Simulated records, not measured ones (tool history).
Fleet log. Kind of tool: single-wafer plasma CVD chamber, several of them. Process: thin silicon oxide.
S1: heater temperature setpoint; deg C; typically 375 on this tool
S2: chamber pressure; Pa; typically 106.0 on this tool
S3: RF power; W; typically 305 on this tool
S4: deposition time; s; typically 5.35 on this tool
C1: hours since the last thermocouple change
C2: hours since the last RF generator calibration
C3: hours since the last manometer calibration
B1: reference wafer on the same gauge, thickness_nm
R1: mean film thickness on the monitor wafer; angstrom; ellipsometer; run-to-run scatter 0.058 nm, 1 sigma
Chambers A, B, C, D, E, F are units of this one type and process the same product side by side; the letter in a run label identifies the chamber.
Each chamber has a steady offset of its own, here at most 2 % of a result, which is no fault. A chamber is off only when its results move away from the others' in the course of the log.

run 1F hour=11.3 | S1=375 S2=106.0 S3=305 S4=5.35 | C1=267.5 C2=1029.9 C3=2833.2 | B1=11.391 | R1=100.330
run 2B hour=20.3 | S1=375 S2=106.0 S3=305 S4=5.35 | C1=1169.6 C2=200.1 C3=995.8 | B1=11.404 | R1=101.580
run 3C hour=32.3 | S1=375 S2=106.0 S3=305 S4=5.35 | C1=871.5 C2=496.7 C3=615.0 | B1=11.398 | R1=100.100
run 4A hour=46.9 | S1=375 S2=106.0 S3=305 S4=5.35 | C1=2363.9 C2=181.3 C3=1531.8 | B1=11.400 | R1=100.530
run 5E hour=59.3 | S1=385 S2=106.0 S3=305 S4=6.25 | C1=932.2 C2=826.9 C3=358.8 | B1=11.395 | R1=115.610
run 6D hour=70.8 | S1=385 S2=106.0 S3=305 S4=6.25 | C1=2366.5 C2=165.4 C3=716.4 | B1=11.401 | R1=115.310
run 7E hour=79.3 | S1=385 S2=106.0 S3=305 S4=6.25 | C1=952.2 C2=846.9 C3=378.8 | B1=11.396 | R1=115.410
run 8D hour=90.9 | S1=385 S2=106.0 S3=305 S4=6.25 | C1=2386.6 C2=185.5 C3=736.5 | B1=11.415 | R1=115.380
run 9C hour=98.7 | S1=385 S2=106.0 S3=305 S4=6.25 | C1=937.9 C2=563.1 C3=681.4 | B1=11.418 | R1=117.200
run 10A hour=107.8 | S1=385 S2=106.0 S3=305 S4=6.25 | C1=2424.8 C2=242.2 C3=1592.7 | B1=11.397 | R1=117.440
run 11F hour=116.8 | S1=375 S2=106.0 S3=305 S4=5.35 | C1=373.0 C2=1135.4 C3=2938.7 | B1=11.392 | R1=100.540
-- hour=121.6 chamber A: thermocouple changed; heater temperature recalibrated
run 12B hour=130.8 | S1=375 S2=106.0 S3=305 S4=5.35 | C1=1280.1 C2=310.6 C3=1106.3 | B1=11.401 | R1=101.100
-- hour=140.1 chamber F: capacitance manometer re-zeroed and calibrated
run 13E hour=146.6 | S1=375 S2=106.0 S3=305 S4=5.35 | C1=1019.5 C2=914.2 C3=446.1 | B1=11.407 | R1=98.583
run 14F hour=162.2 | S1=375 S2=106.0 S3=305 S4=5.35 | C1=418.4 C2=1180.8 C3=22.1 | B1=11.393 | R1=93.589
-- hour=175.0 chamber D: thermocouple changed; heater temperature recalibrated
run 15D hour=177.1 | S1=375 S2=106.0 S3=305 S4=5.35 | C1=2.2 C2=271.7 C3=822.7 | B1=11.397 | R1=100.470
run 16B hour=190.3 | S1=375 S2=106.0 S3=305 S4=5.35 | C1=1339.6 C2=370.1 C3=1165.8 | B1=11.394 | R1=101.680
run 17A hour=200.7 | S1=375 S2=106.0 S3=305 S4=5.35 | C1=79.1 C2=335.1 C3=1685.6 | B1=11.401 | R1=99.500
run 18C hour=212.2 | S1=375 S2=106.0 S3=305 S4=5.35 | C1=1051.4 C2=676.6 C3=794.9 | B1=11.384 | R1=100.950
run 19F hour=219.2 | S1=375 S2=106.0 S3=305 S4=5.35 | C1=475.4 C2=1237.8 C3=79.1 | B1=11.397 | R1=93.824
run 20E hour=226.7 | S1=375 S2=106.0 S3=305 S4=5.35 | C1=1099.6 C2=994.3 C3=526.2 | B1=11.411 | R1=99.482
run 21B hour=238.5 | S1=375 S2=106.0 S3=255 S4=5.76 | C1=1387.8 C2=418.3 C3=1214.0 | B1=11.403 | R1=100.650
run 22D hour=254.1 | S1=375 S2=106.0 S3=255 S4=5.76 | C1=79.2 C2=348.7 C3=899.7 | B1=11.416 | R1=99.909
run 23A hour=263.9 | S1=375 S2=106.0 S3=255 S4=5.76 | C1=142.3 C2=398.3 C3=1748.8 | B1=11.405 | R1=99.485
run 24C hour=273.4 | S1=375 S2=106.0 S3=255 S4=5.76 | C1=1112.6 C2=737.8 C3=856.1 | B1=11.397 | R1=99.693
run 25A hour=287.0 | S1=375 S2=106.0 S3=255 S4=5.76 | C1=165.4 C2=421.4 C3=1771.9 | B1=11.407 | R1=100.370
run 26B hour=301.2 | S1=375 S2=106.0 S3=255 S4=5.76 | C1=1450.5 C2=481.0 C3=1276.7 | B1=11.400 | R1=101.180
run 27C hour=311.3 | S1=375 S2=106.0 S3=305 S4=5.35 | C1=1150.5 C2=775.7 C3=894.0 | B1=11.403 | R1=100.280
run 28E hour=324.8 | S1=375 S2=106.0 S3=305 S4=5.35 | C1=1197.7 C2=1092.4 C3=624.3 | B1=11.391 | R1=98.201
run 29F hour=332.7 | S1=375 S2=106.0 S3=305 S4=5.35 | C1=588.9 C2=1351.3 C3=192.6 | B1=11.424 | R1=94.381
run 30D hour=347.7 | S1=375 S2=106.0 S3=305 S4=5.35 | C1=172.8 C2=442.3 C3=993.3 | B1=11.389 | R1=99.447
run 31E hour=355.7 | S1=375 S2=106.0 S3=305 S4=5.35 | C1=1228.6 C2=1123.3 C3=655.2 | B1=11.409 | R1=99.110
run 32A hour=369.3 | S1=375 S2=106.0 S3=305 S4=5.35 | C1=247.7 C2=503.7 C3=1854.2 | B1=11.416 | R1=99.676
run 33C hour=378.0 | S1=375 S2=106.0 S3=305 S4=5.35 | C1=1217.2 C2=842.4 C3=960.7 | B1=11.413 | R1=100.310
run 34D hour=390.3 | S1=375 S2=106.0 S3=305 S4=5.35 | C1=215.4 C2=484.9 C3=1035.9 | B1=11.395 | R1=99.820
run 35B hour=397.5 | S1=383 S2=106.0 S3=350 S4=5.35 | C1=1546.8 C2=577.3 C3=1373.0 | B1=11.418 | R1=106.160
run 36F hour=411.2 | S1=383 S2=106.0 S3=350 S4=5.35 | C1=667.4 C2=1429.8 C3=271.1 | B1=11.412 | R1=99.030

Each of the 6 chambers runs these same settings next. Fill in every chamber's results:
run 37A hour=422.7 | S1=368 S2=106.0 S3=305 S4=5.35 | R1=?
run 37B hour=422.7 | S1=368 S2=106.0 S3=305 S4=5.35 | R1=?
run 37C hour=422.7 | S1=368 S2=106.0 S3=305 S4=5.35 | R1=?
run 37D hour=422.7 | S1=368 S2=106.0 S3=305 S4=5.35 | R1=?
run 37E hour=422.7 | S1=368 S2=106.0 S3=305 S4=5.35 | R1=?
run 37F hour=422.7 | S1=368 S2=106.0 S3=305 S4=5.35 | R1=?

run=37A R1=101.040
run=37B R1=101.800
run=37C R1=100.800
run=37D R1=99.551
run=37E R1=99.295
run=37F R1=94.996
